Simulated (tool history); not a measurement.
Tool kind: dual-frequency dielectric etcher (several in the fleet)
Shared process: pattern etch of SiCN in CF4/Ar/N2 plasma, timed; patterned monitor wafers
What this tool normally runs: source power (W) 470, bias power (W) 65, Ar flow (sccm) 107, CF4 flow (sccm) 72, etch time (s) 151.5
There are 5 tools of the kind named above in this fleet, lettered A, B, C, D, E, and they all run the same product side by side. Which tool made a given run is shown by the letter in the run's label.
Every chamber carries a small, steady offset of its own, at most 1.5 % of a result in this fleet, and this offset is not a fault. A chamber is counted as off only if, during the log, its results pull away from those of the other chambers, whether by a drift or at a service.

run	hour	source power (W)	bias power (W)	Ar flow (sccm)	CF4 flow (sccm)	etch time (s)	read-back reference wafer on the same gauge, depth_nm	mean etch depth across the wafer (angstrom)
1D	3.2	470	65	107	72	151.5	115.02	1286.50
2C	5.6	470	65	107	72	151.5	114.98	1308.10
3B	9.4	470	65	107	72	151.5	115.03	1296.90
4A	11.8	470	65	107	72	151.5	115.06	1304.80
5E	14.3	470	65	107	72	151.5	115.00	1298.10
6D	17.6	470	65	107	72	151.5	115.10	1279.50
7C	19.8	520	51	107	72	151.5	115.03	1318.30
8A	24.1	520	51	107	72	151.5	115.04	1322.80
9B	28.6	520	51	107	72	151.5	114.97	1307.00
10E	33.3	520	51	107	72	151.5	114.97	1309.20
11A	35.5	520	51	107	72	151.5	114.96	1320.40
12E	37.9	470	65	107	72	151.5	114.99	1304.40
13C	41.0	470	65	107	72	151.5	115.00	1313.40
14B	45.2	470	65	107	72	151.5	115.05	1296.30
15D	48.6	470	65	107	72	151.5	115.00	1286.20
16D	52.3	470	65	107	72	151.5	115.07	1281.90
17A	54.8	470	65	107	72	151.5	115.01	1309.40
18B	57.1	470	65	107	72	151.5	114.98	1294.00
19E	60.3	470	65	107	72	151.5	114.99	1294.30
20C	63.5	470	65	107	72	151.5	114.91	1310.70
21B	67.9	470	65	107	72	151.5	115.04	1300.60
22D	70.0	470	65	107	72	151.5	115.04	1285.50
23A	72.1	470	65	107	72	151.5	115.03	1303.30
# hour 72.3: chamber D: wet clean of the chamber
24E	76.8	470	65	107	72	151.5	115.02	1284.90
25C	79.7	470	65	107	72	151.5	115.05	1313.30
26B	83.4	470	65	107	72	151.5	114.95	1292.20
27E	87.9	470	53	107	72	122.0	115.05	968.64
28C	92.7	470	53	107	72	122.0	114.94	985.92
29D	97.0	470	53	107	72	122.0	114.98	967.98
30A	100.8	470	53	107	72	122.0	115.04	986.63
31E	103.7	470	53	107	72	122.0	114.98	959.43
# hour 104.2: chamber C: wet clean of the chamber
32B	108.3	470	65	107	72	151.5	115.08	1298.20
33A	110.4	470	60	107	86	151.5	114.99	1306.00
34C	112.8	470	60	107	86	151.5	114.97	1310.60
35D	117.3	470	60	107	86	151.5	115.06	1289.60
36B	121.1	470	60	107	86	151.5	115.00	1298.00
37E	125.1	470	60	107	86	151.5	115.00	1278.40
38C	127.3	470	65	107	72	151.5	115.00	1313.20
39D	131.8	470	65	107	72	151.5	115.04	1286.40
40A	135.6	470	65	107	72	151.5	114.96	1310.70

Each of the 5 chambers runs these same settings next. Fill in every chamber's results:
41A	139.0	470	65	122	72	151.5		?
41B	139.0	470	65	122	72	151.5		?
41C	139.0	470	65	122	72	151.5		?
41D	139.0	470	65	122	72	151.5		?
41E	139.0	470	65	122	72	151.5		?

run	mean etch depth across the wafer (angstrom)
41A	1279.30
41B	1268.30
41C	1282.10
41D	1256.80
41E	1238.50

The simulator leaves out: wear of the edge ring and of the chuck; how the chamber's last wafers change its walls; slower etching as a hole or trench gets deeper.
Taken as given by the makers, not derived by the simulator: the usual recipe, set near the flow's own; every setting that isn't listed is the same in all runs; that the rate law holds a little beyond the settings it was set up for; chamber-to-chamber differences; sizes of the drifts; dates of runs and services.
